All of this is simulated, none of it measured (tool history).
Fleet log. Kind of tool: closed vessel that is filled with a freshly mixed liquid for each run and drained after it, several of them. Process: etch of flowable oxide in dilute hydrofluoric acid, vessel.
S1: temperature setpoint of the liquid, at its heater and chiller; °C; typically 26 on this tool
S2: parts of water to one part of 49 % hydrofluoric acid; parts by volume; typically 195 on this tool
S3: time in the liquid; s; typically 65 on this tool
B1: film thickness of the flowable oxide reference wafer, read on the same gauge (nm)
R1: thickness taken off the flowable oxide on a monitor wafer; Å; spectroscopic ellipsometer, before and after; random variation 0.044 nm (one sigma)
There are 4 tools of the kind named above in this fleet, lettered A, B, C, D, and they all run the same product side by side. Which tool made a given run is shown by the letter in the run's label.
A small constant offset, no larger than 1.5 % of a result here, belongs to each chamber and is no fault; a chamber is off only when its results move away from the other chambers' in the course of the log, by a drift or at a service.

Run 1B, hour 10.5: usual settings; B1 130. Result: R1 86.551 Å.
Run 2D, hour 16.2: usual settings; B1 130. Result: R1 86.878 Å.
Run 3A, hour 28.3: usual settings; B1 129.99. Result: R1 85.87 Å.
Run 4C, hour 38.6: usual settings; B1 129.98. Result: R1 85.434 Å.
Run 5A, hour 45.3: usual settings; B1 130.01. Result: R1 86.309 Å.
Run 6C, hour 53.5: usual settings; B1 130.02. Result: R1 86.061 Å.
Run 7D, hour 59.9: usual settings; B1 130. Result: R1 86.632 Å.
Run 8B, hour 67.1: usual settings but S1 29 °C; B1 130. Result: R1 95.517 Å.
Run 9A, hour 74.1: usual settings but S1 29 °C; B1 130.02. Result: R1 96.106 Å.
Run 10D, hour 86.2: usual settings but S1 29 °C; B1 130. Result: R1 96.564 Å.
Run 11C, hour 93.8: usual settings but S1 29 °C; B1 129.99. Result: R1 96.239 Å.
Run 12B, hour 104.2: usual settings; B1 130.02. Result: R1 86.474 Å.
Run 13D, hour 111.4: usual settings; B1 130.01. Result: R1 87.393 Å.
Run 14C, hour 120.4: usual settings; B1 130.02. Result: R1 86.068 Å.
Run 15A, hour 127.4: usual settings; B1 130. Result: R1 85.917 Å.
Run 16B, hour 139: usual settings; B1 130.01. Result: R1 85.748 Å.
Run 17D, hour 149.6: usual settings; B1 129.99. Result: R1 87.439 Å.
Run 18B, hour 159.6: usual settings but S1 28.5 °C; B1 129.99. Result: R1 94.32 Å.
Run 19A, hour 167.6: usual settings but S1 28.5 °C; B1 129.98. Result: R1 92.652 Å.
Run 20C, hour 175.7: usual settings but S1 28.5 °C; B1 130.01. Result: R1 94.062 Å.
Run 21A, hour 184.2: usual settings but S1 28.5 °C; B1 130. Result: R1 95.216 Å.
Run 22D, hour 191.8: usual settings; B1 129.98. Result: R1 86.649 Å.
Run 23C, hour 201.9: usual settings; B1 130. Result: R1 85.943 Å.
Run 24B, hour 208.1: usual settings but S3 40 s; B1 130. Result: R1 52.729 Å.
Run 25A, hour 215.5: usual settings but S3 40 s; B1 129.99. Result: R1 52.68 Å.
Run 26C, hour 226: usual settings but S3 40 s; B1 130. Result: R1 53.166 Å.

Next, every chamber runs the same settings. What will each give?
Run 27A, hour 234.7: usual settings. Result: R1 ?.
Run 27B, hour 234.7: usual settings. Result: R1 ?.
Run 27C, hour 234.7: usual settings. Result: R1 ?.
Run 27D, hour 234.7: usual settings. Result: R1 ?.

run      R1
27A   85.48
27B  87.027
27C  86.238
27D  86.752
